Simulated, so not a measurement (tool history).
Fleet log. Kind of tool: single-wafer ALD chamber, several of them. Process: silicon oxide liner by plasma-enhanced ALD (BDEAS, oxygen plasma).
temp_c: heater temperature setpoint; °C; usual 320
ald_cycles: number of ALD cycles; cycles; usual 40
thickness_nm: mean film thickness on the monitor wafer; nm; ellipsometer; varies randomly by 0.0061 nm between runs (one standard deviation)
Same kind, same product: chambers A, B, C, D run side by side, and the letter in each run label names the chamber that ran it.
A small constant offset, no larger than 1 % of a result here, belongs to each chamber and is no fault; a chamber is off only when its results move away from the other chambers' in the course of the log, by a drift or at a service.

run,hour,temp_c,ald_cycles,hours since the last thermocouple change,"read-back reference wafer on the same gauge, thickness_nm",thickness_nm
1C,5,320,40,165,3.389,3.6093
2D,9.1,320,40,1035.5,3.3877,3.6172
3A,14.2,320,40,1751.2,3.3873,3.6455
4B,18.5,320,40,239.5,3.3875,3.616
5B,22.3,320,40,243.3,3.3878,3.6138
6A,24.8,320,40,1761.8,3.3863,3.6284
7C,28.9,320,40,188.9,3.3834,3.6017
8D,32.1,334,40,1058.5,3.3837,3.5567
9B,37.4,334,40,258.4,3.382,3.5506
10C,41.7,334,40,201.7,3.3819,3.5219
11A,45.8,334,40,1782.8,3.3802,3.5662
12D,50.2,320,34,1076.6,3.3804,3.084
13A,53,320,34,1790,3.3808,3.0991
14D,56.3,320,34,1082.7,3.3793,3.0781
15B,61.5,320,34,282.5,3.3783,3.0676
16C,64.6,320,40,224.6,3.3779,3.5881
17D,69.8,320,40,1096.2,3.3779,3.6233
18A,72.8,320,40,1809.8,3.3761,3.633
19C,77.2,320,40,237.2,3.3762,3.6018
20B,80.7,320,40,301.7,3.3759,3.6013
21A,83.5,320,40,1820.5,3.3745,3.6315
22C,86.4,320,40,246.4,3.3741,3.5895
23B,90.2,320,40,311.2,3.3744,3.6042
24D,94.6,320,40,1121,3.371,3.6109
25C,98.4,320,40,258.4,3.3708,3.5813
26A,101.7,320,40,1838.7,3.3706,3.625
27B,104.1,320,40,325.1,3.3706,3.6015
28D,109,320,40,1135.4,3.3706,3.6117
29A,111.8,320,40,1848.8,3.3703,3.6097
30D,116.6,320,40,1143,3.3692,3.6031
31C,120.6,320,40,280.6,3.3676,3.5756
32B,123.2,330,40,344.2,3.3662,3.5404

One chamber off, gauge drift, or nothing amiss beyond the chambers' own small offsets? If it is a chamber, which one, and what is the likeliest cause?

The shared gauge is drifting. All chambers look as if they move in step, but none is off.
Cause: gauge reads low (%) = 0.693.
